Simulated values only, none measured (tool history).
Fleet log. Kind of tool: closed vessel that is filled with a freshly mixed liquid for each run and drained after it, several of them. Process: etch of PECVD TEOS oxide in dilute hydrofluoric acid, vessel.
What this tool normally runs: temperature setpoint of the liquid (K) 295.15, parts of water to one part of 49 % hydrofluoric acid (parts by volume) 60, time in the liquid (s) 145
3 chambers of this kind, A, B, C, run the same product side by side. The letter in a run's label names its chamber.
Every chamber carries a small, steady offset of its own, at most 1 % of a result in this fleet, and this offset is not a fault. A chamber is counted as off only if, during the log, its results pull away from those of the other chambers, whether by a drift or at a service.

run	day	temperature setpoint of the liquid (K)	parts of water to one part of 49 % hydrofluoric acid (parts by volume)	time in the liquid (s)	hours since the thermometer was replaced	hours since the hydrofluoric acid flow meter was replaced	read-back film thickness of the PECVD TEOS oxide reference wafer, read on the same gauge (nm)	thickness taken off the PECVD TEOS oxide on a monitor wafer (Å)
1C	0.225	295.15	60	145	997.9	123.2	39.990	348.38
2A	0.596	295.15	60	145	1581.7	1010.2	39.998	347.39
3B	0.862	295.15	60	145	1427.0	732.3	39.994	349.00
4C	1.071	295.15	60	145	1018.2	143.5	40.023	348.62
5B	1.333	295.15	60	145	1438.3	743.6	40.007	348.10
6A	1.667	295.15	60	145	1607.4	1035.9	39.992	346.16
7B	1.992	297.15	70	145	1454.1	759.4	39.999	321.76
8A	2.250	297.15	70	145	1621.4	1049.9	39.988	319.37
9C	2.496	297.15	70	145	1052.4	177.7	40.009	320.30
10B	2.704	295.15	60	145	1471.2	776.5	40.001	352.59
11C	3.017	295.15	60	145	1064.9	190.2	39.983	348.26
12A	3.242	295.15	60	145	1645.2	1073.7	40.004	348.65
13B	3.529	295.15	60	145	1491.0	796.3	39.990	358.03
14C	3.771	295.15	60	145	1083.0	208.3	40.009	347.63
15A	4.008	295.15	60	145	1663.6	1092.1	39.998	347.35
16B	4.254	295.15	60	145	1508.4	813.7	39.992	357.42
17A	4.454	295.15	70	220	1674.3	1102.8	40.011	451.33
18C	4.712	295.15	70	220	1105.6	230.9	39.996	446.39
19A	4.900	295.15	70	220	1685.0	1113.5	39.999	447.96
20B	5.196	295.15	60	145	1531.0	836.3	39.978	360.48
21C	5.525	295.15	60	110	1125.1	250.4	40.003	264.36
22A	5.858	295.15	60	110	1708.0	1136.5	40.011	262.79
23C	6.104	295.15	60	110	1139.0	264.3	40.022	261.59
24B	6.350	295.15	60	145	1558.7	864.0	39.992	365.30
25B	6.617	291.65	60	145	1565.1	870.4	40.006	314.65
26A	6.950	291.65	60	145	1734.2	1162.7	39.985	301.99
27C	7.304	291.65	60	145	1167.8	293.1	40.008	296.51
28B	7.500	295.15	60	145	1586.3	891.6	40.020	366.24

For the next run the whole fleet of 3 chambers uses the same settings. Give each chamber's results:
29A	7.771	299.65	60	145				?
29B	7.771	299.65	60	145				?
29C	7.771	299.65	60	145				?

run	thickness taken off the PECVD TEOS oxide on a monitor wafer (Å)
29A	420.07
29B	444.21
29C	416.30
